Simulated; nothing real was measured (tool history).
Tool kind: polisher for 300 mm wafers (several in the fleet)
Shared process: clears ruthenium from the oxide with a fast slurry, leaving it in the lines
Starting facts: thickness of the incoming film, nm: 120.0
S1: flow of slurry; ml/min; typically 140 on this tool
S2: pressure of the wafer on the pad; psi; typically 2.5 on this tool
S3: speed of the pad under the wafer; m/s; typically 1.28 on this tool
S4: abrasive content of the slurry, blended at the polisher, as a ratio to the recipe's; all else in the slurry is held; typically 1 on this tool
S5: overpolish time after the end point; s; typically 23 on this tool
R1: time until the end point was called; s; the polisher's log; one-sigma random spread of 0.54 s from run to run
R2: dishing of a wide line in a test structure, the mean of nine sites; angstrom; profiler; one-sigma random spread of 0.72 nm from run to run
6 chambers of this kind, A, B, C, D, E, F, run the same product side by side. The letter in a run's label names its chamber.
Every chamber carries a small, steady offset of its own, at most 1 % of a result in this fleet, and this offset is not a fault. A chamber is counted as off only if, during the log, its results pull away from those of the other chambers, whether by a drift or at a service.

run   hour   S1   S2    S3  S4  S5      R1      R2
 1B   12.1  140  2.5  1.28   1  23  26.664  315.21
 2D   19.1  140  2.5  1.28   1  23  28.197  302.35
 3E   26.6  140  2.5  1.28   1  23  28.213  309.77
      26.9  -- chamber E: worn pad replaced by a new one
      28.6  -- chamber F: slurry blender recalibrated
 4F   36.9  140  2.5  1.28   1  23  27.218  319.85
 5C   48.8  140  2.5  1.28   1  23  26.878  312.15
 6A   56.5  140  2.5  1.28   1  23  27.784  315.57
      62.5  -- chamber C: worn pad replaced by a new one
      65.7  -- chamber C: slurry nozzle cleaned
      65.9  -- chamber A: worn pad replaced by a new one
 7D   67.9  140  2.5  1.28   1  23  27.604  315.92
      77.2  -- chamber F: worn pad replaced by a new one
 8B   81.2  140  2.5  1.28   1  23  27.835  301.30
 9A   91.2  140  2.5  1.28   1  23  27.914  304.28
      92.5  -- chamber B: worn pad replaced by a new one
      93.4  -- chamber D: slurry blender recalibrated
10F   97.4  140  2.5  1.28   1  23  26.712  318.88
     102.7  -- chamber D: worn pad replaced by a new one
11E  103.3  140  2.5  1.28   1  23  27.108  309.51
     108.8  -- chamber E: worn pad replaced by a new one
12C  109.2  140  2.5  1.28   1  23  28.825  317.45
13B  115.3  140  2.5  1.28   1  23  27.800  310.70
14C  125.1  140  2.5  1.28   1  23  27.685  309.70
     137.1  -- chamber B: slurry blender recalibrated
15A  137.5  140  2.5  1.28   1  23  28.240  296.53
16F  146.3  180  2.1  1.28   1  23  32.218  307.56
     152.1  -- chamber E: slurry nozzle cleaned
     157.9  -- chamber C: worn pad replaced by a new one
17D  158.1  180  2.1  1.28   1  23  31.060  306.24
18E  167.3  180  2.1  1.28   1  23  31.252  301.41
     170.2  -- chamber A: slurry blender recalibrated
     174.1  -- chamber F: worn pad replaced by a new one
19E  180.6  180  2.1  1.28   1  23  31.714  300.41
     187.9  -- chamber F: slurry blender recalibrated
     189.6  -- chamber E: worn pad replaced by a new one
20B  190.0  180  2.1  1.28   1  23  30.998  286.51
     190.6  -- chamber A: worn pad replaced by a new one
     196.8  -- chamber D: worn pad replaced by a new one
21C  201.7  180  2.1  1.28   1  23  33.606  290.08
     202.5  -- chamber B: worn pad replaced by a new one
22D  214.3  140  2.5  1.28   1  15  26.822  277.50
23A  225.3  140  2.5  1.28   1  15  28.652  274.59
24F  232.1  140  2.5  1.28   1  15  27.355  266.27
     235.9  -- chamber C: worn pad replaced by a new one
25D  241.6  140  2.5  1.28   1  15  27.518  282.22
26B  254.5  140  2.5  1.28   1  15  27.903  276.59
27F  261.5  140  2.5  1.28   1  15  26.641  286.08
     266.4  -- chamber D: slurry nozzle cleaned
     267.9  -- chamber E: worn pad replaced by a new one
28A  272.8  140  2.5  1.28   1  23  28.733  310.18
29C  284.1  140  2.5  1.28   1  23  30.191  313.33
     286.9  -- chamber D: worn pad replaced by a new one
     292.5  -- chamber C: slurry nozzle cleaned
30E  297.0  140  2.5  1.28   1  23  28.053  307.36
     300.8  -- chamber E: slurry blender recalibrated
     300.9  -- chamber F: worn pad replaced by a new one
     308.1  -- chamber B: worn pad replaced by a new one
31F  308.4  140  2.5  1.28   1  23  28.035  312.87
     315.8  -- chamber A: worn pad replaced by a new one
     317.8  -- chamber C: worn pad replaced by a new one
32D  321.2  140  2.5  1.28   1  23  27.034  305.75
33A  330.1  140  2.5  1.28   1  23  28.259  323.76
     339.0  -- chamber B: slurry nozzle cleaned
34C  342.7  140  2.5  1.28   1  23  31.782  311.93
     345.0  -- chamber F: slurry blender recalibrated
     349.1  -- chamber F: slurry nozzle cleaned
35E  351.5  140  2.5  1.28   1  23  27.492  311.58
     354.7  -- chamber D: slurry blender recalibrated
     358.3  -- chamber E: worn pad replaced by a new one
     358.5  -- chamber B: slurry blender recalibrated
36B  361.2  140  2.5  1.28   1  23  27.185  319.02
     369.5  -- chamber A: slurry nozzle cleaned
37D  372.6  140  2.5  1.42   1  23  24.632  320.85
     373.3  -- chamber D: worn pad replaced by a new one
     376.0  -- chamber A: head pressure recalibrated
     380.9  -- chamber D: head pressure recalibrated
38E  384.0  140  2.5  1.42   1  23  25.831  315.70
39C  395.9  140  2.5  1.42   1  23  29.671  312.78
40F  405.8  140  2.5  1.42   1  23  24.713  302.68
     410.0  -- chamber F: worn pad replaced by a new one
41B  414.2  140  2.5  1.42   1  23  25.212  302.90
42A  427.1  140  2.5  1.42   1  23  24.947  317.68
43D  439.0  140  2.5  1.28   1  23  26.852  314.78
44F  445.7  140  2.5  1.28   1  23  27.935  310.08

Next, every chamber runs the same settings. What will each give?
45A  455.3  140  2.5  1.28   1  23   ?   ?
45B  455.3  140  2.5  1.28   1  23   ?   ?
45C  455.3  140  2.5  1.28   1  23   ?   ?
45D  455.3  140  2.5  1.28   1  23   ?   ?
45E  455.3  140  2.5  1.28   1  23   ?   ?
45F  455.3  140  2.5  1.28   1  23   ?   ?

run      R1      R2
45A  27.825  310.06
45B  27.373  301.84
45C  34.021  306.50
45D  27.590  310.54
45E  26.787  309.39
45F  27.429  310.87
